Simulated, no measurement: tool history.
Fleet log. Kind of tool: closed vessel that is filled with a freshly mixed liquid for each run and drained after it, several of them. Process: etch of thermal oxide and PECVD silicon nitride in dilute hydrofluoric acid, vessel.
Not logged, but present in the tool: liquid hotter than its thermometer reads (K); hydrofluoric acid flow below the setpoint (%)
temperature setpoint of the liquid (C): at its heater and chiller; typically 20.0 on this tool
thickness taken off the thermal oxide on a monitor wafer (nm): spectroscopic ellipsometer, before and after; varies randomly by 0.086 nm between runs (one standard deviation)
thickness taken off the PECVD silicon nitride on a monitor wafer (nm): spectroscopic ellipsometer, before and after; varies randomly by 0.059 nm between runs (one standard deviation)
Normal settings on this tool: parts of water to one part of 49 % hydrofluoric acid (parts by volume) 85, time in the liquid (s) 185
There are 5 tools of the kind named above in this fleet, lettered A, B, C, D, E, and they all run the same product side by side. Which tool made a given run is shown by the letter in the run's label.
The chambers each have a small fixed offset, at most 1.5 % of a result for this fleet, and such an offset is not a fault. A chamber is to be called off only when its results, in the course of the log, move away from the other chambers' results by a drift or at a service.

run,hour,temperature setpoint of the liquid (C),parts of water to one part of 49 % hydrofluoric acid (parts by volume),time in the liquid (s),hours since the thermometer was replaced,hours since the hydrofluoric acid flow meter was replaced,"read-back film thickness of the thermal oxide reference wafer, read on the same gauge (nm)","read-back film thickness of the PECVD silicon nitride reference wafer, read on the same gauge (nm)",thickness taken off the thermal oxide on a monitor wafer (nm),thickness taken off the PECVD silicon nitride on a monitor wafer (nm)
1D,11.8,20.0,85,185,841.5,1580.7,70.046,70.002,9.2456,6.5465
2C,21.5,20.0,85,185,151.7,508.1,70.028,70.020,8.9765,6.7767
3A,29.9,20.0,85,185,2008.8,1737.6,69.997,70.008,9.2759,6.6491
4E,40.0,20.0,85,185,1749.9,554.5,69.997,70.009,9.2775,6.5221
5B,55.5,20.0,50,90,92.6,964.9,69.973,69.995,7.7221,5.3931
6A,62.7,20.0,50,90,2041.6,1770.4,70.005,69.995,7.9638,5.5434
7D,74.2,20.0,50,90,903.9,1643.1,69.967,70.005,7.8663,5.2666
# hour 80.9: chamber E: hydrofluoric acid flow meter replaced
8E,88.9,20.0,50,90,1798.8,8.0,70.018,69.989,7.9580,5.4575
# hour 97.6: chamber B: hydrofluoric acid flow meter replaced
9B,98.4,20.0,50,90,135.5,0.8,69.988,69.998,7.8034,5.3548
10C,112.4,20.0,85,185,242.6,599.0,70.021,69.994,9.1096,6.6937
11B,123.6,20.0,85,185,160.7,26.0,69.986,69.982,9.0998,6.4878
12E,132.6,17.5,85,185,1842.5,51.7,70.000,69.990,8.1893,5.6366
13C,141.5,17.5,85,185,271.7,628.1,69.999,70.017,8.2055,5.6458
14A,156.7,17.5,85,185,2135.6,1864.4,69.989,69.991,8.3424,5.6518
# hour 157.6: chamber C: hydrofluoric acid flow meter replaced
15D,169.4,17.5,85,185,999.1,1738.3,70.032,70.002,8.0863,5.5868
16A,178.2,17.5,85,185,2157.1,1885.9,70.037,70.012,8.2905,5.6115
17B,188.6,20.0,85,185,225.7,91.0,69.981,69.981,9.3063,6.6931
18C,196.6,20.0,85,185,326.8,39.1,69.993,69.987,9.1833,6.8255
19D,203.7,20.0,85,185,1033.4,1772.6,69.978,70.020,9.1982,6.4816
20E,213.9,20.0,85,185,1923.8,133.0,70.019,69.983,9.4693,6.8572
21C,222.2,20.0,85,185,352.4,64.7,70.038,69.973,9.1448,6.6368
22E,236.3,20.0,85,185,1946.2,155.4,70.000,70.014,9.3318,6.8607
23A,251.7,20.0,85,185,2230.6,1959.4,70.015,70.009,9.2727,6.7611
24B,263.4,20.0,85,185,300.5,165.8,70.020,69.992,9.1219,6.5311
25D,274.8,20.0,85,185,1104.5,1843.7,70.012,69.987,9.0620,6.5472
26D,289.7,20.0,85,185,1119.4,1858.6,70.058,70.010,9.1849,6.5422
27E,299.9,24.0,110,185,2009.8,219.0,70.038,70.012,8.2726,7.0405
# hour 300.7: chamber A: hydrofluoric acid flow meter replaced
28B,314.0,24.0,110,185,351.1,216.4,69.998,70.000,8.1228,6.7384
29A,322.2,24.0,110,185,2301.1,21.6,70.018,69.986,8.2702,6.8384
30C,334.5,24.0,110,185,464.7,177.0,69.977,70.001,8.0815,6.7715
31E,345.3,24.0,110,185,2055.2,264.4,69.985,70.000,8.5290,7.1422
32C,359.9,20.0,85,120,490.1,202.4,69.950,69.984,5.9068,4.3933
33D,374.3,20.0,85,120,1204.0,1943.2,70.001,69.985,5.9242,4.2789
34B,385.2,20.0,85,120,422.3,287.6,70.010,69.974,5.9278,4.2739
35A,401.0,20.0,85,120,2379.9,100.4,70.038,70.016,5.9829,4.3257
36E,416.4,20.0,85,120,2126.3,335.5,69.996,69.997,6.2916,4.6493
37C,431.4,20.0,85,185,561.6,273.9,69.993,69.984,9.1310,6.7604
38B,445.1,22.5,85,185,482.2,347.5,69.976,70.009,10.0050,7.9487
# hour 454.4: chamber D: hydrofluoric acid flow meter replaced
39D,455.6,22.5,85,185,1285.3,1.3,69.979,69.999,10.2100,7.6784

Next, every chamber runs the same settings. What will each give?
40A,467.0,17.0,85,185,,,,,?,?
40B,467.0,17.0,85,185,,,,,?,?
40C,467.0,17.0,85,185,,,,,?,?
40D,467.0,17.0,85,185,,,,,?,?
40E,467.0,17.0,85,185,,,,,?,?

run,thickness taken off the thermal oxide on a monitor wafer (nm),thickness taken off the PECVD silicon nitride on a monitor wafer (nm)
40A,8.3082,5.4940
40B,7.8978,5.2777
40C,7.9643,5.4181
40D,8.2015,5.2445
40E,8.5440,5.8289
